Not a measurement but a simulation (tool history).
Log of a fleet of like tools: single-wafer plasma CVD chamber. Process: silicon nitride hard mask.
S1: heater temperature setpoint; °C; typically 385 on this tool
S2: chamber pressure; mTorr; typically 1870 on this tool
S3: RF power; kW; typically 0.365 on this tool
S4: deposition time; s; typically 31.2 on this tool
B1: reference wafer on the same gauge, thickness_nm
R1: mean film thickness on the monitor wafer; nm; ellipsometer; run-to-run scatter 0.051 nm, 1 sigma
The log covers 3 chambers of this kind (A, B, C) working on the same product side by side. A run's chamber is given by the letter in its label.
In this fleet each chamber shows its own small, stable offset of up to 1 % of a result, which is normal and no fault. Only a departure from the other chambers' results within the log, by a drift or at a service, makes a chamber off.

run 1C day=0.429 | S1=385 S2=1870 S3=0.365 S4=31.2 | B1=50.12 | R1=43.214
run 2B day=0.846 | S1=385 S2=1870 S3=0.365 S4=31.2 | B1=50.134 | R1=42.724
run 3A day=1.079 | S1=385 S2=1870 S3=0.365 S4=31.2 | B1=50.119 | R1=42.793
-- day=1.088 chamber B: thermocouple changed; heater temperature recalibrated
run 4B day=1.45 | S1=385 S2=1870 S3=0.365 S4=31.2 | B1=50.141 | R1=42.625
run 5C day=1.754 | S1=385 S2=1870 S3=0.365 S4=31.2 | B1=50.15 | R1=43.286
run 6A day=2.188 | S1=385 S2=1870 S3=0.365 S4=31.2 | B1=50.158 | R1=42.835
run 7B day=2.529 | S1=385 S2=1870 S3=0.365 S4=31.2 | B1=50.169 | R1=42.679
run 8A day=2.825 | S1=385 S2=1870 S3=0.365 S4=31.2 | B1=50.18 | R1=42.887
run 9C day=3.142 | S1=385 S2=1870 S3=0.365 S4=31.2 | B1=50.2 | R1=43.333
run 10B day=3.479 | S1=385 S2=1870 S3=0.365 S4=31.2 | B1=50.199 | R1=42.729
-- day=3.588 chamber A: RF generator calibrated
run 11C day=3.938 | S1=385 S2=1870 S3=0.365 S4=31.2 | B1=50.207 | R1=43.323
run 12A day=4.317 | S1=385 S2=1870 S3=0.365 S4=31.2 | B1=50.236 | R1=42.79
run 13B day=4.654 | S1=385 S2=1870 S3=0.365 S4=31.2 | B1=50.231 | R1=42.846
run 14A day=4.946 | S1=385 S2=1870 S3=0.365 S4=31.2 | B1=50.246 | R1=42.848
run 15C day=5.396 | S1=385 S2=1870 S3=0.365 S4=31.2 | B1=50.255 | R1=43.341
run 16B day=5.817 | S1=385 S2=1870 S3=0.365 S4=31.2 | B1=50.265 | R1=42.811
run 17A day=6.05 | S1=385 S2=1870 S3=0.365 S4=31.2 | B1=50.276 | R1=42.912
run 18C day=6.488 | S1=385 S2=1870 S3=0.365 S4=31.2 | B1=50.283 | R1=43.434
run 19B day=6.746 | S1=385 S2=2160 S3=0.365 S4=31.2 | B1=50.269 | R1=44.514
run 20A day=6.975 | S1=385 S2=2160 S3=0.365 S4=31.2 | B1=50.296 | R1=44.633
run 21C day=7.4 | S1=385 S2=2160 S3=0.365 S4=31.2 | B1=50.309 | R1=45.086
run 22B day=7.85 | S1=391 S2=1870 S3=0.325 S4=31.2 | B1=50.319 | R1=39.733
run 23A day=8.312 | S1=391 S2=1870 S3=0.325 S4=31.2 | B1=50.335 | R1=39.824

The same settings go to every chamber for the next run, one line per chamber below. Forecast the results for each:
run 24A day=8.671 | S1=385 S2=1870 S3=0.365 S4=36.2 | R1=?
run 24B day=8.671 | S1=385 S2=1870 S3=0.365 S4=36.2 | R1=?
run 24C day=8.671 | S1=385 S2=1870 S3=0.365 S4=36.2 | R1=?

run=24A R1=49.821
run=24B R1=49.614
run=24C R1=50.422
